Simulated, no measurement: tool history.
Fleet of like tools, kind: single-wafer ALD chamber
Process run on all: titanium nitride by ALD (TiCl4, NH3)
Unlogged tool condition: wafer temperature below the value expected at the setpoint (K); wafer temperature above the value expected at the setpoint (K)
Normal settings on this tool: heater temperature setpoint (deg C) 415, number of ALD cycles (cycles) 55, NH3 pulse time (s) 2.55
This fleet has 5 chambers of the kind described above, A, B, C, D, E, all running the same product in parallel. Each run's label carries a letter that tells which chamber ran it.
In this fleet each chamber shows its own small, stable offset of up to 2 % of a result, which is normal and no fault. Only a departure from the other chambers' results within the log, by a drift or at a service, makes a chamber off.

| run | hour | heater temperature setpoint (deg C) | number of ALD cycles (cycles) | NH3 pulse time (s) | hours since the last thermocouple change | read-back reference wafer on the same gauge, thickness_nm | mean film thickness on the monitor wafer (angstrom) |
|---|---|---|---|---|---|---|---|
| 1D | 4.1 | 415 | 55 | 2.55 | 1320.2 | 1.0202 | 12.1810 |
| 2B | 8.2 | 415 | 55 | 2.55 | 539.2 | 1.0197 | 12.0960 |
| 3E | 10.3 | 415 | 55 | 2.55 | 1795.7 | 1.0190 | 12.1790 |
| 4C | 12.9 | 415 | 55 | 2.55 | 1420.4 | 1.0191 | 12.3150 |
| 5A | 16.0 | 415 | 55 | 2.55 | 1691.9 | 1.0192 | 12.1880 |
| 6E | 18.0 | 415 | 55 | 2.55 | 1803.4 | 1.0190 | 12.2130 |
| 7B | 20.2 | 415 | 55 | 2.55 | 551.2 | 1.0191 | 12.0930 |
| 8C | 22.9 | 415 | 55 | 2.55 | 1430.4 | 1.0190 | 12.2940 |
| 9D | 25.4 | 415 | 55 | 2.55 | 1341.5 | 1.0188 | 12.1810 |
| 10A | 27.4 | 415 | 55 | 2.55 | 1703.3 | 1.0185 | 12.2030 |
| 11C | 31.0 | 415 | 55 | 2.55 | 1438.5 | 1.0178 | 12.2800 |
| 12D | 34.3 | 415 | 55 | 2.55 | 1350.4 | 1.0182 | 12.1920 |
| 13B | 38.3 | 415 | 55 | 2.55 | 569.3 | 1.0178 | 12.0650 |
| 14A | 40.3 | 415 | 55 | 2.55 | 1716.2 | 1.0178 | 12.1880 |
| 15E | 43.9 | 415 | 55 | 2.55 | 1829.3 | 1.0177 | 12.1560 |
| 16D | 46.1 | 415 | 55 | 2.55 | 1362.2 | 1.0175 | 12.1790 |
| 17C | 48.9 | 415 | 55 | 2.55 | 1456.4 | 1.0174 | 12.2800 |
| 18B | 53.2 | 415 | 55 | 2.55 | 584.2 | 1.0176 | 12.0410 |
| 19A | 55.7 | 415 | 55 | 2.55 | 1731.6 | 1.0166 | 12.1890 |
| 20E | 58.8 | 415 | 55 | 2.55 | 1844.2 | 1.0171 | 12.1190 |
| 21D | 63.1 | 415 | 55 | 2.55 | 1379.2 | 1.0164 | 12.1670 |
| 22B | 65.1 | 406 | 44 | 2.55 | 596.1 | 1.0164 | 9.6353 |
| 23A | 68.2 | 406 | 44 | 2.55 | 1744.1 | 1.0160 | 9.7207 |
| 24E | 71.2 | 406 | 44 | 2.55 | 1856.6 | 1.0163 | 9.7033 |
| 25C | 73.4 | 406 | 44 | 2.55 | 1480.9 | 1.0160 | 9.7877 |
| 26E | 75.5 | 406 | 44 | 2.55 | 1860.9 | 1.0163 | 9.6872 |
| 27B | 77.5 | 415 | 55 | 2.55 | 608.5 | 1.0160 | 12.0740 |
| 28C | 80.3 | 415 | 44 | 1.57 | 1487.8 | 1.0158 | 9.6446 |
| 29D | 82.4 | 415 | 44 | 1.57 | 1398.5 | 1.0151 | 9.5580 |
| 30A | 85.4 | 415 | 44 | 1.57 | 1761.3 | 1.0153 | 9.6096 |
| 31A | 89.4 | 415 | 44 | 1.57 | 1765.3 | 1.0149 | 9.6021 |
| 32C | 91.5 | 415 | 44 | 1.57 | 1499.0 | 1.0146 | 9.6359 |
| 33D | 93.4 | 415 | 55 | 2.55 | 1409.5 | 1.0154 | 12.1480 |
| 34B | 96.0 | 415 | 55 | 2.55 | 627.0 | 1.0149 | 12.0410 |
| 35E | 99.9 | 415 | 55 | 2.55 | 1885.3 | 1.0148 | 12.1530 |
| 36A | 103.6 | 415 | 55 | 2.55 | 1779.5 | 1.0145 | 12.1880 |
| 37D | 106.6 | 415 | 55 | 2.55 | 1422.7 | 1.0139 | 12.1370 |
| 38C | 110.5 | 415 | 46 | 3.24 | 1518.0 | 1.0136 | 10.2800 |
| 39E | 112.7 | 415 | 46 | 3.24 | 1898.1 | 1.0136 | 10.2060 |
| 40B | 114.8 | 415 | 46 | 3.24 | 645.8 | 1.0137 | 10.1250 |
| 41C | 117.8 | 415 | 46 | 3.24 | 1525.3 | 1.0129 | 10.2580 |
| 42B | 120.5 | 415 | 46 | 3.24 | 651.5 | 1.0131 | 10.1050 |

Does one chamber stand apart from the rest, does the shared gauge drift, or is all well apart from small per-chamber offsets? Give the chamber and the most likely cause, where there is one.

Every chamber seems to shift together because the gauge that measures them all drifts; the chambers themselves are fine.
Likeliest cause: gauge reads low (%) = 0.667.
